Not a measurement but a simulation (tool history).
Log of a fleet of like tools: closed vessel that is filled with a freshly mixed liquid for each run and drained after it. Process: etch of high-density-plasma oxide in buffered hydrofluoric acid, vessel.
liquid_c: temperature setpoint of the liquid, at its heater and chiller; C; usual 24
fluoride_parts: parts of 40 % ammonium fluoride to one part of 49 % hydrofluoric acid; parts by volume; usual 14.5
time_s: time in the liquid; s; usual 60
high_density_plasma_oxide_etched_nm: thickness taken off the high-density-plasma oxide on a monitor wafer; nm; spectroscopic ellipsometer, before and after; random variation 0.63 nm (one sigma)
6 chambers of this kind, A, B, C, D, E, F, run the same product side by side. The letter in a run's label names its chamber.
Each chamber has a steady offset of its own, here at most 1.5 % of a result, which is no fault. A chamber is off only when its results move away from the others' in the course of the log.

| run | hour | liquid_c | fluoride_parts | time_s | read-back film thickness of the high-density-plasma oxide reference wafer, read on the same gauge (nm) | high_density_plasma_oxide_etched_nm |
|---|---|---|---|---|---|---|
| 1E | 7.1 | 24 | 14.5 | 60 | 120.01 | 84.767 |
| 2A | 15.7 | 24 | 14.5 | 60 | 119.97 | 83.028 |
| 3C | 28.1 | 24 | 14.5 | 60 | 120.02 | 83.251 |
| 4B | 37.2 | 24 | 14.5 | 60 | 119.97 | 82.512 |
| 5D | 47.7 | 24 | 14.5 | 60 | 119.99 | 83.961 |
| 6F | 57.5 | 24 | 14.5 | 60 | 120.03 | 85.1 |
| 7B | 67.5 | 24 | 14.5 | 60 | 119.97 | 83.942 |
|  | 74.1 | chamber F: thermometer replaced |
| 8A | 79 | 28 | 9 | 60 | 120.04 | 158.14 |
| 9E | 86.6 | 28 | 9 | 60 | 119.95 | 159.72 |
|  | 92.8 | chamber A: hydrofluoric acid flow meter replaced |
| 10D | 99.8 | 28 | 9 | 60 | 119.98 | 160.2 |
| 11C | 112.1 | 28 | 9 | 60 | 120.01 | 158.37 |
| 12F | 123 | 28 | 9 | 60 | 119.97 | 159.61 |
|  | 125.2 | chamber E: hydrofluoric acid flow meter replaced |
|  | 125.7 | chamber F: hydrofluoric acid flow meter replaced |
| 13A | 134.6 | 28 | 9 | 60 | 120.03 | 158.75 |
| 14C | 147.5 | 24 | 14.5 | 60 | 120.03 | 84.603 |
| 15F | 154.2 | 24 | 10 | 30 | 119.95 | 60.973 |
| 16B | 165.1 | 24 | 10 | 30 | 119.98 | 59.368 |
| 17E | 174.5 | 24 | 10 | 30 | 119.95 | 62.159 |
| 18D | 184.7 | 24 | 10 | 30 | 120 | 60.794 |
| 19A | 195 | 24 | 10 | 30 | 119.98 | 59.392 |
| 20C | 203 | 24 | 10 | 30 | 120.01 | 59.451 |
| 21D | 212.6 | 24 | 20 | 60 | 119.96 | 61.642 |
|  | 214.3 | chamber B: thermometer replaced |
| 22E | 219.8 | 24 | 20 | 60 | 120.02 | 62.517 |
| 23F | 228.1 | 24 | 20 | 60 | 120 | 61.26 |
| 24B | 234.6 | 24 | 20 | 60 | 120.01 | 60.706 |
| 25D | 244.1 | 24 | 20 | 60 | 119.99 | 60.606 |
| 26C | 250.4 | 24 | 20 | 60 | 120.03 | 60.701 |
| 27B | 260.1 | 24 | 14.5 | 60 | 120.04 | 82.556 |
| 28A | 272.6 | 24 | 14.5 | 60 | 119.99 | 84.03 |
| 29F | 280 | 24 | 14.5 | 60 | 120.04 | 84.709 |
| 30E | 290 | 24 | 14.5 | 60 | 119.98 | 88.601 |
| 31D | 303 | 27.5 | 19 | 60 | 119.98 | 78.797 |
| 32E | 316.4 | 27.5 | 19 | 60 | 120.01 | 82.658 |
| 33F | 328.1 | 27.5 | 19 | 60 | 120.01 | 78.849 |
| 34B | 335.5 | 27.5 | 19 | 60 | 120 | 77.409 |
| 35A | 346.8 | 27.5 | 19 | 60 | 119.99 | 76.531 |
| 36C | 357.5 | 27.5 | 19 | 60 | 119.98 | 76.783 |
| 37D | 370.7 | 24 | 14.5 | 60 | 119.98 | 84.724 |
|  | 377.3 | chamber B: hydrofluoric acid flow meter replaced |
| 38A | 384.1 | 24 | 14.5 | 60 | 119.99 | 84.627 |
| 39C | 396.9 | 24 | 14.5 | 60 | 120.02 | 82.84 |
| 40F | 404.4 | 20.5 | 14.5 | 85 | 120.01 | 99.308 |
| 41B | 412.7 | 20.5 | 14.5 | 85 | 119.99 | 96.176 |

Is one chamber off against the others, does the gauge drift, or is nothing wrong? If a chamber is off, say which, and what the likeliest cause is.

Chamber E drifts away from the others.
Cause: liquid hotter than its thermometer reads (K) = 1.3.

Here are 4 candidates for chamber E's next run, each the usual settings with a change, their results left as question marks. Which one brings its results back in line with what the others give on the usual settings?
In line means no further than this from the other chambers' mean on the usual settings: high_density_plasma_oxide_etched_nm 2.2 nm
| 42E-1 | 422.3 | 25.5 | 14.5 | 60 |  | ? |
| 42E-2 | 422.3 | 23.5 | 16 | 60 |  | ? |
| 42E-3 | 422.3 | 22.5 | 14.5 | 60 |  | ? |
| 42E-4 | 422.3 | 24.5 | 13 | 60 |  | ? |

The other chambers' mean on the usual settings: high_density_plasma_oxide_etched_nm 83.847 nm
| run | high_density_plasma_oxide_etched_nm |
|---|---|
| 42E-1 | 98.693 |
| 42E-2 | 80.494 |
| 42E-3 | 83.893 |
| 42E-4 | 103.98 |
42E-3 brings the chamber back in line.
